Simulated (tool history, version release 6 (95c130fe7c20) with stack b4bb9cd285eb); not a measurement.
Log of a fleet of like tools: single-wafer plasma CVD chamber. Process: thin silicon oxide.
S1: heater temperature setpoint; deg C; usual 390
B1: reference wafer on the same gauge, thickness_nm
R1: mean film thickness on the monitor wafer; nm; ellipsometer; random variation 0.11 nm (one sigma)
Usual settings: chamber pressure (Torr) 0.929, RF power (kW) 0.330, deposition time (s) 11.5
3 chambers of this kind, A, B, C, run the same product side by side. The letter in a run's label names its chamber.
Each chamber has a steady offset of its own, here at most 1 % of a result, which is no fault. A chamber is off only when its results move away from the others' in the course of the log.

{"run": "1B", "day": 0.508, "S1": 390, "chamber pressure (Torr)": 0.929, "RF power (kW)": 0.33, "deposition time (s)": 11.5, "B1": 26.909, "R1": 24.867}
{"run": "2A", "day": 0.912, "S1": 390, "chamber pressure (Torr)": 0.929, "RF power (kW)": 0.33, "deposition time (s)": 11.5, "B1": 26.911, "R1": 25.212}
{"run": "3C", "day": 1.188, "S1": 390, "chamber pressure (Torr)": 0.929, "RF power (kW)": 0.33, "deposition time (s)": 11.5, "B1": 26.92, "R1": 25.234}
{"day": 1.442, "done": "chamber A: thermocouple changed; heater temperature recalibrated"}
{"run": "4B", "day": 1.471, "S1": 390, "chamber pressure (Torr)": 0.929, "RF power (kW)": 0.33, "deposition time (s)": 11.5, "B1": 26.903, "R1": 24.809}
{"run": "5A", "day": 1.996, "S1": 390, "chamber pressure (Torr)": 0.929, "RF power (kW)": 0.33, "deposition time (s)": 11.5, "B1": 26.911, "R1": 25.152}
{"run": "6C", "day": 2.4, "S1": 390, "chamber pressure (Torr)": 0.929, "RF power (kW)": 0.33, "deposition time (s)": 11.5, "B1": 26.913, "R1": 25.268}
{"run": "7B", "day": 2.95, "S1": 390, "chamber pressure (Torr)": 0.929, "RF power (kW)": 0.33, "deposition time (s)": 11.5, "B1": 26.89, "R1": 24.75}
{"run": "8A", "day": 3.2, "S1": 377, "chamber pressure (Torr)": 0.929, "RF power (kW)": 0.33, "deposition time (s)": 11.5, "B1": 26.901, "R1": 25.369}
{"run": "9C", "day": 3.692, "S1": 377, "chamber pressure (Torr)": 0.929, "RF power (kW)": 0.33, "deposition time (s)": 11.5, "B1": 26.92, "R1": 25.31}
{"run": "10A", "day": 4.133, "S1": 377, "chamber pressure (Torr)": 0.929, "RF power (kW)": 0.33, "deposition time (s)": 11.5, "B1": 26.907, "R1": 25.49}
{"run": "11C", "day": 4.688, "S1": 390, "chamber pressure (Torr)": 0.929, "RF power (kW)": 0.33, "deposition time (s)": 11.5, "B1": 26.864, "R1": 25.252}
{"run": "12B", "day": 4.967, "S1": 390, "chamber pressure (Torr)": 0.929, "RF power (kW)": 0.33, "deposition time (s)": 11.5, "B1": 26.901, "R1": 24.857}
{"run": "13A", "day": 5.354, "S1": 390, "chamber pressure (Torr)": 0.929, "RF power (kW)": 0.33, "deposition time (s)": 11.5, "B1": 26.896, "R1": 25.252}
{"day": 5.812, "done": "chamber C: capacitance manometer re-zeroed and calibrated"}
{"run": "14C", "day": 5.821, "S1": 390, "chamber pressure (Torr)": 1.052, "RF power (kW)": 0.33, "deposition time (s)": 11.5, "B1": 26.877, "R1": 28.199}
{"run": "15B", "day": 6.262, "S1": 390, "chamber pressure (Torr)": 1.052, "RF power (kW)": 0.33, "deposition time (s)": 11.5, "B1": 26.855, "R1": 27.423}
{"run": "16A", "day": 6.817, "S1": 390, "chamber pressure (Torr)": 1.052, "RF power (kW)": 0.33, "deposition time (s)": 11.5, "B1": 26.887, "R1": 27.663}
{"run": "17C", "day": 7.225, "S1": 390, "chamber pressure (Torr)": 0.929, "RF power (kW)": 0.33, "deposition time (s)": 11.5, "B1": 26.91, "R1": 25.881}
{"run": "18B", "day": 7.75, "S1": 390, "chamber pressure (Torr)": 0.929, "RF power (kW)": 0.33, "deposition time (s)": 11.5, "B1": 26.908, "R1": 24.805}
{"run": "19C", "day": 8.246, "S1": 390, "chamber pressure (Torr)": 0.929, "RF power (kW)": 0.33, "deposition time (s)": 11.5, "B1": 26.899, "R1": 25.874}
{"run": "20B", "day": 8.638, "S1": 390, "chamber pressure (Torr)": 0.929, "RF power (kW)": 0.33, "deposition time (s)": 11.5, "B1": 26.896, "R1": 25.143}
{"run": "21A", "day": 8.892, "S1": 390, "chamber pressure (Torr)": 1.066, "RF power (kW)": 0.33, "deposition time (s)": 13.3, "B1": 26.898, "R1": 31.923}
{"run": "22C", "day": 9.454, "S1": 390, "chamber pressure (Torr)": 1.066, "RF power (kW)": 0.33, "deposition time (s)": 13.3, "B1": 26.909, "R1": 32.77}
{"run": "23B", "day": 9.988, "S1": 390, "chamber pressure (Torr)": 1.066, "RF power (kW)": 0.33, "deposition time (s)": 13.3, "B1": 26.896, "R1": 31.641}
{"run": "24A", "day": 10.488, "S1": 390, "chamber pressure (Torr)": 0.756, "RF power (kW)": 0.295, "deposition time (s)": 11.5, "B1": 26.894, "R1": 20.032}
{"run": "25C", "day": 10.825, "S1": 390, "chamber pressure (Torr)": 0.756, "RF power (kW)": 0.295, "deposition time (s)": 11.5, "B1": 26.882, "R1": 20.492}
{"run": "26A", "day": 11.292, "S1": 390, "chamber pressure (Torr)": 0.756, "RF power (kW)": 0.295, "deposition time (s)": 11.5, "B1": 26.898, "R1": 20.148}
{"run": "27B", "day": 11.538, "S1": 390, "chamber pressure (Torr)": 0.929, "RF power (kW)": 0.33, "deposition time (s)": 11.5, "B1": 26.879, "R1": 24.875}

Next, every chamber runs the same settings. What will each give?
{"run": "28A", "day": 11.95, "S1": 390, "chamber pressure (Torr)": 0.929, "RF power (kW)": 0.33, "deposition time (s)": 11.5, "R1": "?"}
{"run": "28B", "day": 11.95, "S1": 390, "chamber pressure (Torr)": 0.929, "RF power (kW)": 0.33, "deposition time (s)": 11.5, "R1": "?"}
{"run": "28C", "day": 11.95, "S1": 390, "chamber pressure (Torr)": 0.929, "RF power (kW)": 0.33, "deposition time (s)": 11.5, "R1": "?"}

run=28A R1=25.222
run=28B R1=25.010
run=28C R1=25.824

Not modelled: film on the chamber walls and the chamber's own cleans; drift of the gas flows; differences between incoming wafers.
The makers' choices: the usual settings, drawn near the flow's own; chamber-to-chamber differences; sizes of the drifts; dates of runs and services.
